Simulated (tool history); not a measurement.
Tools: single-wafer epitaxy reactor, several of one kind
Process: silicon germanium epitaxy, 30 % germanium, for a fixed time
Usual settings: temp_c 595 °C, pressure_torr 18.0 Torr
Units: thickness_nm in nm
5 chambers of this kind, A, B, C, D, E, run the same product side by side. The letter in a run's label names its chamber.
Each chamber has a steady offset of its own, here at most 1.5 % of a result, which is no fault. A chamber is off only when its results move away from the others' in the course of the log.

run	hour	temp_c	pressure_torr	hours since the last pyrometer calibration	hours since the last manometer calibration	read-back reference wafer on the same gauge, thickness_nm	thickness_nm
1C	6.2	595	18.0	563.3	541.0	47.992	52.421
2D	15.3	595	18.0	1054.4	821.0	48.050	51.564
3A	23.3	595	18.0	3110.3	710.5	47.997	51.980
4E	30.1	595	18.0	1289.7	38.6	47.983	52.281
5B	38.6	595	18.0	1013.2	1453.4	47.966	51.311
6E	46.8	595	18.0	1306.4	55.3	48.002	51.737
7A	52.8	595	18.0	3139.8	740.0	47.998	51.982
8C	57.7	595	18.0	614.8	592.5	48.029	52.281
9B	64.0	595	18.0	1038.6	1478.8	48.009	51.588
10D	70.0	595	18.0	1109.1	875.7	47.988	51.562
11E	75.7	595	18.0	1335.3	84.2	48.004	52.069
12D	82.4	595	18.0	1121.5	888.1	47.973	51.361
13A	89.8	595	18.0	3176.8	777.0	48.037	52.140
# hour 92.9: chamber A: pyrometer calibrated
14B	100.6	595	18.0	1075.2	1515.4	48.020	51.740
15C	107.1	595	18.0	664.2	641.9	48.048	52.357
16B	113.4	595	18.0	1088.0	1528.2	47.998	51.560
17D	122.4	595	18.0	1161.5	928.1	48.017	51.586
18C	130.4	595	18.0	687.5	665.2	48.010	52.246
19A	138.8	595	18.0	45.9	826.0	48.015	52.160
20E	147.7	595	18.0	1407.3	156.2	47.992	51.650
21B	153.0	595	18.0	1127.6	1567.8	48.017	51.515
22A	159.2	595	18.0	66.3	846.4	48.000	51.939
# hour 165.0: chamber D: capacitance manometer re-zeroed and calibrated
23E	165.2	595	18.0	1424.8	173.7	48.036	51.430
24D	173.4	595	18.0	1212.5	8.4	47.983	51.544
25C	183.7	595	18.0	740.8	718.5	48.015	52.000
26D	194.4	595	18.0	1233.5	29.4	47.979	51.492
27B	203.4	603	14.7	1178.0	1618.2	48.031	55.234
28C	210.3	603	14.7	767.4	745.1	47.969	55.947
29E	219.3	603	14.7	1478.9	227.8	48.064	54.679
30A	227.9	603	14.7	135.0	915.1	47.990	55.201
31B	236.6	603	14.7	1211.2	1651.4	47.986	55.160
32A	241.9	595	18.0	149.0	929.1	48.005	52.303
# hour 248.4: chamber A: capacitance manometer re-zeroed and calibrated
33E	249.3	595	18.0	1508.9	257.8	48.027	50.875
34C	254.2	595	18.0	811.3	789.0	48.004	52.290
35D	263.6	595	18.0	1302.7	98.6	47.955	51.467
36A	270.4	595	18.0	177.5	22.1	47.972	52.127
37D	280.8	595	18.0	1319.9	115.8	47.993	51.594
38E	286.9	595	18.0	1546.5	295.4	48.023	50.544

What goes on in this fleet: one chamber off, a drifting gauge, or nothing beyond the chambers' own small offsets? Name the chamber and the cause, if any.

Chamber E drifts away from the others.
Cause: wafer temperature below the value expected at the setpoint (K) = 1.47.
The log may not tell that from: true pressure below the setpoint (%).

Here are 4 candidates for chamber E's next run, each the usual settings with a change, their results left as question marks. Which one brings its results back in line with what the others give on the usual settings?
In line means no further than this from the other chambers' mean on the usual settings: thickness_nm 0.560 nm
39E-1	294.8	596	18.2				?
39E-2	294.8	595	20.3				?
39E-3	294.8	595	15.7				?
39E-4	294.8	595	16.9				?

The other chambers' mean on the usual settings: thickness_nm 51.836 nm
run	thickness_nm
39E-1	51.646
39E-2	52.956
39E-3	47.802
39E-4	49.225
39E-1 brings the chamber back in line.

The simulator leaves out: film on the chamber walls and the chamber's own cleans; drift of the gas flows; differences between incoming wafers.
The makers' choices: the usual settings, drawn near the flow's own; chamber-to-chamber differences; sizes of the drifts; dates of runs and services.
